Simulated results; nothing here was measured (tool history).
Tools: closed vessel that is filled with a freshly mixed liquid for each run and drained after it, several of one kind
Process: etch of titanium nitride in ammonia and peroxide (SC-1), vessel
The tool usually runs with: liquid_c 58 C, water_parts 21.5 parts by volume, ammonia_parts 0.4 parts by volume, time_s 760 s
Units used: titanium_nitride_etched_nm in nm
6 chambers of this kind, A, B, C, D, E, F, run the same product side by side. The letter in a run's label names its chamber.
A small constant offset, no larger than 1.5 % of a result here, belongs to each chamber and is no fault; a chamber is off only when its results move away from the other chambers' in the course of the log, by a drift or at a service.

| run | hour | liquid_c | water_parts | ammonia_parts | time_s | read-back film thickness of the titanium nitride reference wafer, read on the same gauge (nm) | titanium_nitride_etched_nm |
|---|---|---|---|---|---|---|---|
| 1F | 6.8 | 58 | 21.5 | 0.4 | 760 | 130 | 49.329 |
| 2C | 11.2 | 58 | 21.5 | 0.4 | 760 | 130.01 | 49.622 |
|  | 14.5 | chamber D: thermometer replaced |
| 3B | 18.8 | 58 | 21.5 | 0.4 | 760 | 129.98 | 50.303 |
| 4E | 22.7 | 58 | 21.5 | 0.4 | 760 | 130 | 49.431 |
| 5A | 27.4 | 58 | 21.5 | 0.4 | 760 | 130.01 | 49.912 |
|  | 31 | chamber F: thermometer replaced |
| 6D | 31.5 | 58 | 21.5 | 0.4 | 760 | 130.02 | 49.729 |
| 7B | 37.8 | 58 | 21.5 | 0.4 | 760 | 129.99 | 50.196 |
| 8A | 43.3 | 58 | 21.5 | 0.4 | 760 | 129.99 | 49.845 |
| 9F | 48.6 | 58 | 21.5 | 0.4 | 760 | 130.01 | 49.424 |
| 10D | 53 | 58 | 21.5 | 0.4 | 760 | 129.99 | 49.808 |
| 11E | 59.4 | 68 | 15 | 0.4 | 760 | 130 | 116.03 |
| 12C | 63.1 | 68 | 15 | 0.4 | 760 | 130.01 | 115.24 |
|  | 67.6 | chamber E: new drum of ammonia solution connected |
| 13B | 67.7 | 68 | 15 | 0.4 | 760 | 130 | 116.54 |
| 14D | 75.1 | 68 | 15 | 0.4 | 760 | 130.01 | 115.74 |
| 15C | 79.7 | 68 | 15 | 0.4 | 760 | 130 | 114.58 |
| 16E | 85.3 | 68 | 15 | 0.4 | 760 | 130.02 | 116.45 |
|  | 89.8 | chamber C: thermometer replaced |
| 17F | 90.9 | 58 | 21.5 | 0.4 | 760 | 130 | 49.34 |
|  | 91.6 | chamber A: new drum of ammonia solution connected |
| 18A | 97.9 | 58 | 21.5 | 0.4 | 760 | 130 | 50.403 |
| 19E | 101.9 | 58 | 21.5 | 0.4 | 760 | 129.98 | 49.893 |
| 20B | 109.1 | 58 | 21.5 | 0.4 | 760 | 130.01 | 50.091 |
| 21C | 114 | 58 | 21.5 | 0.4 | 760 | 130.02 | 49.889 |
| 22D | 121.8 | 58 | 21.5 | 0.4 | 760 | 130 | 49.764 |
| 23A | 127.2 | 58 | 21.5 | 0.4 | 760 | 129.99 | 50.179 |
|  | 129.5 | chamber D: new drum of ammonia solution connected |
| 24F | 132.1 | 58 | 32 | 0.4 | 760 | 130 | 39.13 |
| 25F | 135.7 | 58 | 32 | 0.4 | 760 | 129.98 | 39.317 |
|  | 138 | chamber C: ammonia flow meter replaced |
| 26A | 139.5 | 58 | 32 | 0.4 | 760 | 129.99 | 40.276 |
| 27C | 144.7 | 58 | 32 | 0.4 | 760 | 130.02 | 40.155 |
|  | 148.4 | chamber B: thermometer replaced |
| 28B | 152.4 | 58 | 32 | 0.4 | 760 | 130.01 | 40.154 |
| 29D | 160.1 | 58 | 32 | 0.4 | 760 | 130 | 39.64 |
| 30E | 163.8 | 58 | 21.5 | 0.4 | 760 | 130 | 50.167 |
| 31A | 167.5 | 58 | 21.5 | 0.4 | 760 | 130.02 | 50.326 |
| 32D | 173.7 | 58 | 21.5 | 0.4 | 760 | 129.99 | 49.691 |
| 33F | 180.9 | 58 | 21.5 | 0.4 | 760 | 130.01 | 49.533 |
|  | 186.4 | chamber B: new drum of ammonia solution connected |
| 34B | 187.2 | 58 | 21.5 | 0.4 | 760 | 129.98 | 50.358 |
| 35C | 193.6 | 58 | 21.5 | 0.4 | 760 | 129.99 | 49.601 |
| 36E | 197.7 | 58 | 21.5 | 0.4 | 760 | 130 | 50.061 |
| 37B | 202 | 58 | 21.5 | 0.4 | 760 | 129.98 | 50.564 |
| 38C | 208.6 | 58 | 21.5 | 0.4 | 760 | 130 | 49.503 |
| 39A | 212.2 | 58 | 21.5 | 0.4 | 760 | 130 | 50.249 |
| 40D | 217.3 | 58 | 21.5 | 0.4 | 760 | 129.98 | 49.361 |

Decide between three cases: one chamber stands off from its peers, the gauge reading all wafers drifts, or nothing is wrong past each chamber's small offset. Where a chamber is off, say which and what most likely put it there.

The fleet is healthy, with each chamber sitting at its usual small offset and no drift in the gauge.
